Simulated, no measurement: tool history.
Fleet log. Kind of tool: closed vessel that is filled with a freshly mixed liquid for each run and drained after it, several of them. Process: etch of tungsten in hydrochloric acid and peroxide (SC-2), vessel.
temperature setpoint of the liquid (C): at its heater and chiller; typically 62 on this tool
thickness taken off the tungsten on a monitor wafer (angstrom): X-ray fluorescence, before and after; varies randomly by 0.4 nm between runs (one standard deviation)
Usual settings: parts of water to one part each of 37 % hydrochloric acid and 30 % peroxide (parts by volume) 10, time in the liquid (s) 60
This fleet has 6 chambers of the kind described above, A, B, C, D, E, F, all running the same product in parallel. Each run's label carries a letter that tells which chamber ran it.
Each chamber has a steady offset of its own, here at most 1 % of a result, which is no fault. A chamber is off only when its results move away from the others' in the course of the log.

run,hour,temperature setpoint of the liquid (C),parts of water to one part each of 37 % hydrochloric acid and 30 % peroxide (parts by volume),time in the liquid (s),"read-back film thickness of the tungsten reference wafer, read on the same gauge (nm)",thickness taken off the tungsten on a monitor wafer (angstrom)
1C,7.5,62,10,60,149.99,418.12
2A,23.5,62,10,60,149.99,428.82
3E,32.3,62,10,60,150.02,416.18
4F,43.6,62,10,60,150.02,419.00
5B,50.9,62,10,60,149.99,418.65
# hour 59.5: chamber F: new drum of peroxide connected
6D,62.6,62,10,60,150.03,417.89
7D,78.0,62,10,60,149.99,412.98
8B,87.3,62,10,30,150.00,208.37
9F,98.7,62,10,30,150.00,209.08
10C,110.4,62,10,30,150.01,208.92
11E,120.5,62,10,30,150.00,210.36
12A,129.1,62,10,30,150.00,211.28
13E,140.5,62,10,30,150.00,207.47
14C,152.2,62,10,60,149.99,419.08
15A,164.7,62,10,60,149.98,424.55
# hour 170.5: chamber B: chemicals flow meter replaced
16F,174.8,62,10,60,149.99,417.62
17B,184.8,62,10,60,149.99,416.59
18D,197.1,62,10,60,149.98,416.98
19F,206.6,67,10,60,149.98,566.07
20A,221.5,67,10,60,150.00,574.68
# hour 227.8: chamber D: thermometer replaced
21E,235.0,67,10,60,150.00,573.09
22C,248.5,67,10,60,150.00,581.01
23D,259.0,67,10,60,150.01,561.43
# hour 264.9: chamber C: new drum of peroxide connected
24B,270.9,67,10,60,149.99,570.42
25B,284.4,62,10,60,150.00,422.21
26E,292.3,62,10,60,150.00,425.00
# hour 303.0: chamber B: new drum of peroxide connected
27F,306.1,62,10,60,149.99,415.51
28C,318.4,62,10,60,150.00,443.19
29A,329.2,62,10,60,150.00,421.86
30D,344.2,55,7,60,149.99,351.47
31B,353.1,55,7,60,149.99,360.22
32D,364.5,55,7,60,150.01,353.97
# hour 369.5: chamber A: new drum of peroxide connected
33C,376.4,55,7,60,150.01,381.12
# hour 380.7: chamber D: new drum of peroxide connected
34F,383.9,55,7,60,150.00,354.75
35A,399.4,55,7,60,150.00,358.33
# hour 400.9: chamber E: new drum of peroxide connected
36E,409.7,62,10,60,149.99,418.71
# hour 417.5: chamber E: thermometer replaced
37F,425.6,62,10,60,149.98,421.05
38D,440.7,62,10,60,150.00,424.14
39A,448.5,62,10,60,150.00,423.37
40E,463.2,62,10,60,150.00,420.42
41C,475.3,62,10,60,149.98,445.77
42B,487.6,62,10,60,150.00,419.53
43D,499.1,62,10,60,149.99,412.25
44F,511.6,62,10,60,149.99,420.84

What goes on in this fleet: one chamber off, a drifting gauge, or nothing beyond the chambers' own small offsets? Name the chamber and the cause, if any.

Little by little, chamber C moves away from the other chambers.
Cause: chemicals flow above the setpoint (%) = 10.5.
Not necessarily distinguishable in this log from: liquid hotter than its thermometer reads (K).

Here are 4 candidates for chamber C's next run, each the usual settings with a change, their results left as question marks. Which one brings its results back in line with what the others give on the usual settings?
To be in line, a result may differ from the other chambers' mean on the usual settings by at most: thickness taken off the tungsten on a monitor wafer (angstrom) 14.00
45C-1,523.5,61.5,10.0,60,,?
45C-2,523.5,62.5,10.0,60,,?
45C-3,523.5,61.5,10.5,60,,?
45C-4,523.5,63.5,10.0,60,,?

The mean the other chambers reach with the usual settings: thickness taken off the tungsten on a monitor wafer (angstrom) 418.91
run,thickness taken off the tungsten on a monitor wafer (angstrom)
45C-1,439.68
45C-2,467.21
45C-3,422.36
45C-4,496.61
45C-3 puts the chamber back in line with the other chambers.
